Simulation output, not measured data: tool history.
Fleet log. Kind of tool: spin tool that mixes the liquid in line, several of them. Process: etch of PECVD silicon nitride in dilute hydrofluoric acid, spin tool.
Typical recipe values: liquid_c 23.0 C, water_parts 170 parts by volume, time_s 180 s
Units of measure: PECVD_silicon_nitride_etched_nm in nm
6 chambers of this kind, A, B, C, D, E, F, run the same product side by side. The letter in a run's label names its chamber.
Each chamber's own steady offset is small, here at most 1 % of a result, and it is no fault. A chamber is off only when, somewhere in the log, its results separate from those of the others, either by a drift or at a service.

run	hour	liquid_c	water_parts	time_s	hours since the thermometer was replaced	hours since the hydrofluoric acid flow meter was replaced	read-back film thickness of the PECVD silicon nitride reference wafer, read on the same gauge (nm)	PECVD_silicon_nitride_etched_nm
1F	2.5	23.0	170	180	10.5	1398.8	50.055	1.73570
2B	5.1	23.0	170	180	1985.5	379.2	50.007	1.74000
3A	8.6	23.0	170	180	865.5	558.4	50.002	1.74160
4D	11.7	23.0	170	180	1227.1	253.8	50.014	1.79030
# hour 14.6: chamber A: hydrofluoric acid flow meter replaced
5E	16.1	23.0	170	180	2177.0	1768.4	49.999	1.74070
6C	18.5	23.0	170	180	123.5	388.4	50.027	1.73480
7E	22.6	23.0	170	180	2183.5	1774.9	50.025	1.69570
8D	25.8	23.0	170	180	1241.2	267.9	49.978	1.72110
9A	30.2	23.0	170	180	887.1	15.6	50.045	1.63880
10F	33.4	23.0	170	180	41.4	1429.7	50.006	1.72010
11C	36.1	23.0	170	180	141.1	406.0	50.004	1.70320
12B	39.8	23.0	170	180	2020.2	413.9	50.020	1.66390
13A	42.7	23.0	170	180	899.6	28.1	49.946	1.72000
14F	45.3	23.0	170	180	53.3	1441.6	50.025	1.71450
15B	47.4	23.0	170	180	2027.8	421.5	50.029	1.72070
16E	51.1	23.0	170	180	2212.0	1803.4	49.929	1.73510
17C	53.1	23.0	170	180	158.1	423.0	49.985	1.64340
18D	55.8	23.0	170	180	1271.2	297.9	50.041	1.73050
19E	59.0	23.0	170	180	2219.9	1811.3	49.966	1.66370
20A	61.5	23.0	170	180	918.4	46.9	49.966	1.68270
21F	64.6	23.0	170	180	72.6	1460.9	49.959	1.67970
22D	67.7	23.0	170	180	1283.1	309.8	50.024	1.72870
23C	71.7	23.0	170	180	176.7	441.6	50.016	1.67810
24B	74.5	20.5	115	180	2054.9	448.6	50.044	2.17150
25E	78.4	20.5	115	180	2239.3	1830.7	49.999	2.12150
26D	81.4	20.5	115	180	1296.8	323.5	49.979	2.10310
27F	84.3	20.5	115	180	92.3	1480.6	50.028	2.13660
28A	88.6	20.5	115	180	945.5	74.0	49.992	2.08990
29B	91.9	20.5	115	180	2072.3	466.0	50.026	2.15420
30C	95.0	23.0	170	180	200.0	464.9	49.988	1.76270
31A	99.4	25.5	170	80	956.3	84.8	50.009	0.85887
32B	101.4	25.5	170	80	2081.8	475.5	49.996	0.90383
33D	104.0	25.5	170	80	1319.4	346.1	50.074	0.89632
34E	108.0	25.5	170	80	2268.9	1860.3	50.020	0.88775
35C	111.3	25.5	170	80	216.3	481.2	49.973	0.93404
36F	113.7	25.5	170	80	121.7	1510.0	50.039	0.89466
37C	117.8	20.0	170	115	222.8	487.7	50.000	0.89284
38D	121.2	20.0	170	115	1336.6	363.3	49.980	0.90292
39A	123.4	20.0	170	115	980.3	108.8	50.001	0.87923
40E	126.6	20.0	170	115	2287.5	1878.9	49.975	0.90004

Predict what each chamber gives when all 6 of them run the settings below next.
41A	129.9	27.0	170	180				?
41B	129.9	27.0	170	180				?
41C	129.9	27.0	170	180				?
41D	129.9	27.0	170	180				?
41E	129.9	27.0	170	180				?
41F	129.9	27.0	170	180				?

run	PECVD_silicon_nitride_etched_nm
41A	2.16720
41B	2.17770
41C	2.19780
41D	2.20230
41E	2.20060
41F	2.15020
